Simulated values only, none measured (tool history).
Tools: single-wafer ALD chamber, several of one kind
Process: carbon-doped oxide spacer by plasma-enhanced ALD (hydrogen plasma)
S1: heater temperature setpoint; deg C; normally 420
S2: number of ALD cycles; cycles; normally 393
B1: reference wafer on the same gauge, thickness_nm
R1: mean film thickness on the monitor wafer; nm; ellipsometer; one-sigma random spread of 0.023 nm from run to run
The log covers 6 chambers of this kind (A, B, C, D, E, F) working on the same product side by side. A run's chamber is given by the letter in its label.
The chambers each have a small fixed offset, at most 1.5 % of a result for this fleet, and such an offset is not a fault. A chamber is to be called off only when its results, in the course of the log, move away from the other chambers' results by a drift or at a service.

run 1B hour=9.6 | S1=420 S2=393 | B1=15.199 | R1=18.648
run 2D hour=16.2 | S1=420 S2=393 | B1=15.193 | R1=18.450
run 3F hour=22.9 | S1=420 S2=393 | B1=15.198 | R1=18.477
run 4C hour=29.7 | S1=420 S2=393 | B1=15.196 | R1=18.294
run 5E hour=38.6 | S1=420 S2=393 | B1=15.191 | R1=18.369
run 6A hour=45.8 | S1=420 S2=393 | B1=15.192 | R1=18.580
run 7B hour=51.9 | S1=420 S2=393 | B1=15.192 | R1=18.642
run 8C hour=59.2 | S1=420 S2=393 | B1=15.182 | R1=18.369
run 9F hour=66.6 | S1=420 S2=393 | B1=15.184 | R1=18.459
run 10A hour=72.7 | S1=420 S2=393 | B1=15.189 | R1=18.585
run 11E hour=81.4 | S1=420 S2=393 | B1=15.184 | R1=18.401
run 12D hour=93.6 | S1=420 S2=393 | B1=15.182 | R1=18.427
run 13B hour=105.7 | S1=420 S2=393 | B1=15.183 | R1=18.634
run 14F hour=112.4 | S1=420 S2=393 | B1=15.173 | R1=18.452
run 15A hour=120.6 | S1=420 S2=393 | B1=15.177 | R1=18.531
run 16C hour=132.7 | S1=420 S2=393 | B1=15.175 | R1=18.308
run 17D hour=140.1 | S1=420 S2=393 | B1=15.170 | R1=18.419
run 18E hour=149.9 | S1=420 S2=393 | B1=15.167 | R1=18.337
run 19F hour=158.5 | S1=420 S2=393 | B1=15.169 | R1=18.407
run 20D hour=169.6 | S1=420 S2=393 | B1=15.166 | R1=18.395
run 21A hour=176.2 | S1=420 S2=393 | B1=15.164 | R1=18.539
run 22B hour=188.6 | S1=420 S2=393 | B1=15.165 | R1=18.623
-- hour=193.0 chamber D: thermocouple changed; heater temperature recalibrated
run 23E hour=199.5 | S1=420 S2=393 | B1=15.161 | R1=18.339
run 24C hour=207.5 | S1=420 S2=393 | B1=15.162 | R1=18.270
run 25A hour=213.1 | S1=420 S2=393 | B1=15.160 | R1=18.532
run 26E hour=221.7 | S1=420 S2=393 | B1=15.155 | R1=18.365
run 27D hour=229.4 | S1=420 S2=393 | B1=15.155 | R1=18.393
run 28B hour=239.2 | S1=420 S2=393 | B1=15.154 | R1=18.598
run 29C hour=249.7 | S1=420 S2=358 | B1=15.144 | R1=16.646
run 30F hour=261.7 | S1=420 S2=358 | B1=15.151 | R1=16.784
run 31A hour=271.7 | S1=420 S2=358 | B1=15.149 | R1=16.892
run 32C hour=282.6 | S1=420 S2=358 | B1=15.140 | R1=16.660
run 33D hour=290.4 | S1=420 S2=358 | B1=15.140 | R1=16.761
run 34B hour=303.0 | S1=420 S2=358 | B1=15.142 | R1=16.952
run 35E hour=309.3 | S1=420 S2=393 | B1=15.140 | R1=18.344
run 36F hour=319.4 | S1=420 S2=393 | B1=15.140 | R1=18.388
run 37D hour=326.7 | S1=420 S2=393 | B1=15.138 | R1=18.369
run 38F hour=338.9 | S1=420 S2=393 | B1=15.130 | R1=18.392
run 39E hour=350.6 | S1=420 S2=393 | B1=15.133 | R1=18.328
run 40A hour=361.3 | S1=420 S2=393 | B1=15.128 | R1=18.472
run 41C hour=372.0 | S1=420 S2=393 | B1=15.121 | R1=18.261
run 42B hour=380.8 | S1=420 S2=393 | B1=15.126 | R1=18.569

One chamber off, gauge drift, or nothing amiss beyond the chambers' own small offsets? If it is a chamber, which one, and what is the likeliest cause?

None of the chambers is off. What moves is the gauge, dragging all their readings along together.
Likeliest cause: gauge reads low (%) = 0.515.

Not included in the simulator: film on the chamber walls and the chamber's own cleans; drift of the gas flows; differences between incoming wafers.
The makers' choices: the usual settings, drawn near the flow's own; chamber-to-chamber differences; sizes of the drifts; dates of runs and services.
